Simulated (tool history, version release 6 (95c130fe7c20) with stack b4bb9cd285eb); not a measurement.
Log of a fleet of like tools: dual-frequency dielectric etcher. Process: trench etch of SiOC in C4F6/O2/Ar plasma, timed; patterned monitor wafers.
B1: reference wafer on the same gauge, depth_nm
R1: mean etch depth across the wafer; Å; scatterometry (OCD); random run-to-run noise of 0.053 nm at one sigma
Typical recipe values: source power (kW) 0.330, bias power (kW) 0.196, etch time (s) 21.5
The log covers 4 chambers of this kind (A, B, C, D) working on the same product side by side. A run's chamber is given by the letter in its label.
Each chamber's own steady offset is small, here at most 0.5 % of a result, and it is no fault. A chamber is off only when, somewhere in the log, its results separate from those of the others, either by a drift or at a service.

{"run": "1C", "day": 0.271, "source power (kW)": 0.33, "bias power (kW)": 0.196, "etch time (s)": 21.5, "B1": 43.104, "R1": 427.96}
{"run": "2A", "day": 0.488, "source power (kW)": 0.33, "bias power (kW)": 0.196, "etch time (s)": 21.5, "B1": 43.089, "R1": 425.01}
{"run": "3B", "day": 0.796, "source power (kW)": 0.33, "bias power (kW)": 0.196, "etch time (s)": 21.5, "B1": 43.082, "R1": 424.22}
{"run": "4D", "day": 1.012, "source power (kW)": 0.33, "bias power (kW)": 0.196, "etch time (s)": 21.5, "B1": 43.084, "R1": 424.58}
{"run": "5A", "day": 1.404, "source power (kW)": 0.33, "bias power (kW)": 0.196, "etch time (s)": 21.5, "B1": 43.065, "R1": 424.86}
{"run": "6D", "day": 1.704, "source power (kW)": 0.33, "bias power (kW)": 0.196, "etch time (s)": 21.5, "B1": 43.061, "R1": 423.98}
{"run": "7B", "day": 2.062, "source power (kW)": 0.33, "bias power (kW)": 0.196, "etch time (s)": 21.5, "B1": 43.071, "R1": 424.52}
{"run": "8C", "day": 2.479, "source power (kW)": 0.33, "bias power (kW)": 0.196, "etch time (s)": 21.5, "B1": 43.059, "R1": 426.71}
{"run": "9C", "day": 2.671, "source power (kW)": 0.33, "bias power (kW)": 0.196, "etch time (s)": 21.5, "B1": 43.064, "R1": 427.1}
{"run": "10A", "day": 3.033, "source power (kW)": 0.33, "bias power (kW)": 0.196, "etch time (s)": 21.5, "B1": 43.045, "R1": 424.51}
{"run": "11B", "day": 3.442, "source power (kW)": 0.33, "bias power (kW)": 0.196, "etch time (s)": 21.5, "B1": 43.049, "R1": 424.13}
{"run": "12D", "day": 3.742, "source power (kW)": 0.38, "bias power (kW)": 0.221, "etch time (s)": 21.5, "B1": 43.023, "R1": 466.58}
{"run": "13C", "day": 4.154, "source power (kW)": 0.38, "bias power (kW)": 0.221, "etch time (s)": 21.5, "B1": 43.025, "R1": 468.08}
{"run": "14D", "day": 4.546, "source power (kW)": 0.38, "bias power (kW)": 0.221, "etch time (s)": 21.5, "B1": 43.02, "R1": 465.23}
{"run": "15A", "day": 4.942, "source power (kW)": 0.38, "bias power (kW)": 0.221, "etch time (s)": 21.5, "B1": 43.022, "R1": 464.94}
{"run": "16B", "day": 5.321, "source power (kW)": 0.33, "bias power (kW)": 0.196, "etch time (s)": 21.5, "B1": 43.022, "R1": 424.19}
{"run": "17B", "day": 5.562, "source power (kW)": 0.33, "bias power (kW)": 0.196, "etch time (s)": 21.5, "B1": 43.019, "R1": 423.45}
{"run": "18A", "day": 5.871, "source power (kW)": 0.33, "bias power (kW)": 0.196, "etch time (s)": 21.5, "B1": 43.007, "R1": 424.67}
{"run": "19C", "day": 6.171, "source power (kW)": 0.33, "bias power (kW)": 0.196, "etch time (s)": 21.5, "B1": 43.003, "R1": 427.19}
{"run": "20D", "day": 6.421, "source power (kW)": 0.33, "bias power (kW)": 0.196, "etch time (s)": 21.5, "B1": 42.999, "R1": 424.06}
{"run": "21B", "day": 6.812, "source power (kW)": 0.33, "bias power (kW)": 0.171, "etch time (s)": 21.5, "B1": 42.988, "R1": 406.45}
{"run": "22D", "day": 7.112, "source power (kW)": 0.33, "bias power (kW)": 0.171, "etch time (s)": 21.5, "B1": 42.979, "R1": 404.01}
{"run": "23C", "day": 7.396, "source power (kW)": 0.33, "bias power (kW)": 0.171, "etch time (s)": 21.5, "B1": 42.983, "R1": 407.34}
{"run": "24A", "day": 7.621, "source power (kW)": 0.33, "bias power (kW)": 0.171, "etch time (s)": 21.5, "B1": 42.969, "R1": 405.54}
{"run": "25A", "day": 8.021, "source power (kW)": 0.33, "bias power (kW)": 0.196, "etch time (s)": 21.5, "B1": 42.973, "R1": 423.56}
{"run": "26D", "day": 8.242, "source power (kW)": 0.33, "bias power (kW)": 0.196, "etch time (s)": 21.5, "B1": 42.966, "R1": 423.52}
{"run": "27B", "day": 8.642, "source power (kW)": 0.33, "bias power (kW)": 0.196, "etch time (s)": 21.5, "B1": 42.97, "R1": 422.93}
{"day": 8.675, "done": "chamber B: wet clean of the chamber"}
{"run": "28C", "day": 8.842, "source power (kW)": 0.33, "bias power (kW)": 0.196, "etch time (s)": 21.5, "B1": 42.96, "R1": 425.91}
{"run": "29A", "day": 9.233, "source power (kW)": 0.33, "bias power (kW)": 0.196, "etch time (s)": 21.5, "B1": 42.945, "R1": 424.95}
{"run": "30C", "day": 9.575, "source power (kW)": 0.33, "bias power (kW)": 0.196, "etch time (s)": 17.5, "B1": 42.952, "R1": 346.79}
{"run": "31B", "day": 9.792, "source power (kW)": 0.33, "bias power (kW)": 0.196, "etch time (s)": 17.5, "B1": 42.942, "R1": 344.73}
{"run": "32D", "day": 10.029, "source power (kW)": 0.33, "bias power (kW)": 0.196, "etch time (s)": 17.5, "B1": 42.943, "R1": 344.1}
{"run": "33C", "day": 10.3, "source power (kW)": 0.33, "bias power (kW)": 0.196, "etch time (s)": 17.5, "B1": 42.938, "R1": 346.75}
{"run": "34A", "day": 10.658, "source power (kW)": 0.33, "bias power (kW)": 0.196, "etch time (s)": 21.5, "B1": 42.914, "R1": 423.71}
{"run": "35B", "day": 10.858, "source power (kW)": 0.33, "bias power (kW)": 0.196, "etch time (s)": 21.5, "B1": 42.934, "R1": 423.68}
{"run": "36D", "day": 11.079, "source power (kW)": 0.33, "bias power (kW)": 0.196, "etch time (s)": 21.5, "B1": 42.923, "R1": 422.92}
{"run": "37A", "day": 11.421, "source power (kW)": 0.33, "bias power (kW)": 0.238, "etch time (s)": 21.5, "B1": 42.919, "R1": 451.85}
{"run": "38D", "day": 11.688, "source power (kW)": 0.33, "bias power (kW)": 0.238, "etch time (s)": 21.5, "B1": 42.916, "R1": 450.83}
{"run": "39C", "day": 11.967, "source power (kW)": 0.33, "bias power (kW)": 0.238, "etch time (s)": 21.5, "B1": 42.903, "R1": 454.54}
{"day": 12.033, "done": "chamber C: source power generator calibrated"}
{"run": "40B", "day": 12.233, "source power (kW)": 0.33, "bias power (kW)": 0.238, "etch time (s)": 21.5, "B1": 42.899, "R1": 450.99}
{"run": "41B", "day": 12.5, "source power (kW)": 0.3, "bias power (kW)": 0.196, "etch time (s)": 21.5, "B1": 42.894, "R1": 407.49}
{"run": "42D", "day": 12.704, "source power (kW)": 0.3, "bias power (kW)": 0.196, "etch time (s)": 21.5, "B1": 42.894, "R1": 407.8}
{"run": "43A", "day": 12.921, "source power (kW)": 0.3, "bias power (kW)": 0.196, "etch time (s)": 21.5, "B1": 42.895, "R1": 407.93}
{"run": "44C", "day": 13.2, "source power (kW)": 0.3, "bias power (kW)": 0.196, "etch time (s)": 21.5, "B1": 42.88, "R1": 410.94}

Each of the 4 chambers runs these same settings next. Fill in every chamber's results:
{"run": "45A", "day": 13.5, "source power (kW)": 0.33, "bias power (kW)": 0.196, "etch time (s)": 21.5, "R1": "?"}
{"run": "45B", "day": 13.5, "source power (kW)": 0.33, "bias power (kW)": 0.196, "etch time (s)": 21.5, "R1": "?"}
{"run": "45C", "day": 13.5, "source power (kW)": 0.33, "bias power (kW)": 0.196, "etch time (s)": 21.5, "R1": "?"}
{"run": "45D", "day": 13.5, "source power (kW)": 0.33, "bias power (kW)": 0.196, "etch time (s)": 21.5, "R1": "?"}

run=45A R1=422.79
run=45B R1=422.19
run=45C R1=425.04
run=45D R1=422.87
